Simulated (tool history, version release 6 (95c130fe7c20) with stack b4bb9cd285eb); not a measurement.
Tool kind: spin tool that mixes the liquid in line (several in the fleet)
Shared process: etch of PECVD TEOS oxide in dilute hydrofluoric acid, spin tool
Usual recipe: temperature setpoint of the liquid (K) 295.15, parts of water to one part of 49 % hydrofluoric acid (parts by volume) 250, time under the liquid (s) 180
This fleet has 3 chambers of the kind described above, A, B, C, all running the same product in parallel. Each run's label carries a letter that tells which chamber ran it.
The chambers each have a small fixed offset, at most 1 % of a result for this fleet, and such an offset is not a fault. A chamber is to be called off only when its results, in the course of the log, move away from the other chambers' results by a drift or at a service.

run     day  temperature setpoint of the liquid (K)  parts of water to one part of 49 % hydrofluoric acid (parts by volume)  time under the liquid (s)  hours since the thermometer was replaced  hours since the hydrofluoric acid flow meter was replaced  read-back film thickness of the PECVD TEOS oxide reference wafer, read on the same gauge (nm)  thickness taken off the PECVD TEOS oxide on a monitor wafer (nm)
 1B   0.475                                  295.15                                                                     250                        180                                     424.5                                                      408.1                                                                                         150.01                                                           13.8840
 2A   0.938                                  295.15                                                                     250                        180                                     794.4                                                     1000.9                                                                                         150.02                                                           13.9030
 3C   1.446                                  295.15                                                                     250                        180                                     141.8                                                      403.5                                                                                         149.97                                                           13.9210
 4A   1.696                                  295.15                                                                     250                        180                                     812.6                                                     1019.1                                                                                         150.01                                                           13.8310
      1.883  -- chamber C: hydrofluoric acid flow meter replaced
 5C   2.158                                  295.15                                                                     250                        180                                     158.9                                                        6.7                                                                                         149.98                                                           14.0390
 6B   2.475                                  292.15                                                                     250                         85                                     472.5                                                      456.1                                                                                         149.99                                                            5.8696
 7B   2.788                                  292.15                                                                     250                         85                                     480.0                                                      463.6                                                                                         150.01                                                            5.8800
 8C   3.038                                  292.15                                                                     250                         85                                     180.0                                                       27.8                                                                                         149.99                                                            5.8377
 9A   3.271                                  295.15                                                                     250                        180                                     850.4                                                     1056.9                                                                                         149.98                                                           13.7980
10B   3.696                                  295.15                                                                     250                        180                                     501.8                                                      485.4                                                                                         150.00                                                           13.8740
11C   4.100                                  295.15                                                                     250                        180                                     205.5                                                       53.3                                                                                         150.00                                                           13.9530
12A   4.412                                  295.15                                                                     250                        180                                     877.8                                                     1084.3                                                                                         149.99                                                           13.8110
13C   4.862                                  295.15                                                                     250                        180                                     223.8                                                       71.6                                                                                         149.98                                                           13.9500
14B   5.375                                  295.15                                                                     250                        180                                     542.1                                                      525.7                                                                                         150.01                                                           13.7680
15A   5.625                                  295.15                                                                     250                        180                                     906.9                                                     1113.4                                                                                         149.97                                                           13.5200
16B   6.008                                  295.15                                                                     250                        180                                     557.3                                                      540.9                                                                                         149.98                                                           13.9550
17C   6.342                                  295.15                                                                     250                        180                                     259.3                                                      107.1                                                                                         149.98                                                           14.1950
18A   6.808                                  295.15                                                                     250                        180                                     935.3                                                     1141.8                                                                                         150.00                                                           13.5720
19C   7.233                                  295.15                                                                     250                        180                                     280.7                                                      128.5                                                                                         150.02                                                           14.0640
20B   7.633                                  295.15                                                                     250                        180                                     596.3                                                      579.9                                                                                         150.01                                                           13.9530
21A   8.129                                  299.65                                                                     250                        115                                     967.0                                                     1173.5                                                                                         149.99                                                           10.2110
22B   8.454                                  299.65                                                                     250                        115                                     616.0                                                      599.6                                                                                         149.98                                                           10.4570
23C   8.962                                  299.65                                                                     250                        115                                     322.2                                                      170.0                                                                                         150.02                                                           10.5540
24A   9.296                                  295.15                                                                     250                        180                                     995.0                                                     1201.5                                                                                         150.02                                                           13.2970
25A   9.567                                  295.15                                                                     250                        180                                    1001.5                                                     1208.0                                                                                         149.99                                                           13.1600
26B  10.021                                  295.15                                                                     250                        180                                     653.6                                                      637.2                                                                                         149.99                                                           13.9140
27C  10.325                                  295.15                                                                     250                        180                                     354.9                                                      202.7                                                                                         150.01                                                           14.0020
28A  10.779                                  295.15                                                                     250                        180                                    1030.6                                                     1237.1                                                                                         150.02                                                           13.1990
29B  11.146                                  295.15                                                                     250                        180                                     680.6                                                      664.2                                                                                         150.00                                                           13.9100
30C  11.412                                  295.15                                                                     250                        180                                     381.0                                                      228.8                                                                                         150.00                                                           14.1880
31B  11.833                                  295.15                                                                     250                        180                                     697.1                                                      680.7                                                                                         149.97                                                           13.8130
32A  12.242                                  295.15                                                                     250                        180                                    1065.7                                                     1272.2                                                                                         149.98                                                           13.0800
33C  12.708                                  295.15                                                                     250                        180                                     412.1                                                      259.9                                                                                         149.98                                                           13.8800
34A  13.167                                  295.15                                                                     250                        180                                    1087.9                                                     1294.4                                                                                         149.99                                                           12.9640
35C  13.596                                  293.15                                                                     250                        180                                     433.4                                                      281.2                                                                                         150.01                                                           12.9190
36B  13.992                                  293.15                                                                     250                        180                                     748.9                                                      732.5                                                                                         150.00                                                           12.8390
37A  14.471                                  293.15                                                                     250                        180                                    1119.2                                                     1325.7                                                                                         150.01                                                           11.8090
38C  14.962                                  295.15                                                                     250                        180                                     466.2                                                      314.0                                                                                         150.01                                                           14.0500
39B  15.496                                  295.15                                                                     250                        275                                     785.0                                                      768.6                                                                                         150.02                                                           21.2890

For the next run the whole fleet of 3 chambers uses the same settings. Give each chamber's results:
40A  15.875                                  295.15                                                                     250                        235                                                                                                                                                                                                                                                                     ?
40B  15.875                                  295.15                                                                     250                        235                                                                                                                                                                                                                                                                     ?
40C  15.875                                  295.15                                                                     250                        235                                                                                                                                                                                                                                                                     ?

run  thickness taken off the PECVD TEOS oxide on a monitor wafer (nm)
40A                                                           16.6220
40B                                                           18.0520
40C                                                           18.3430
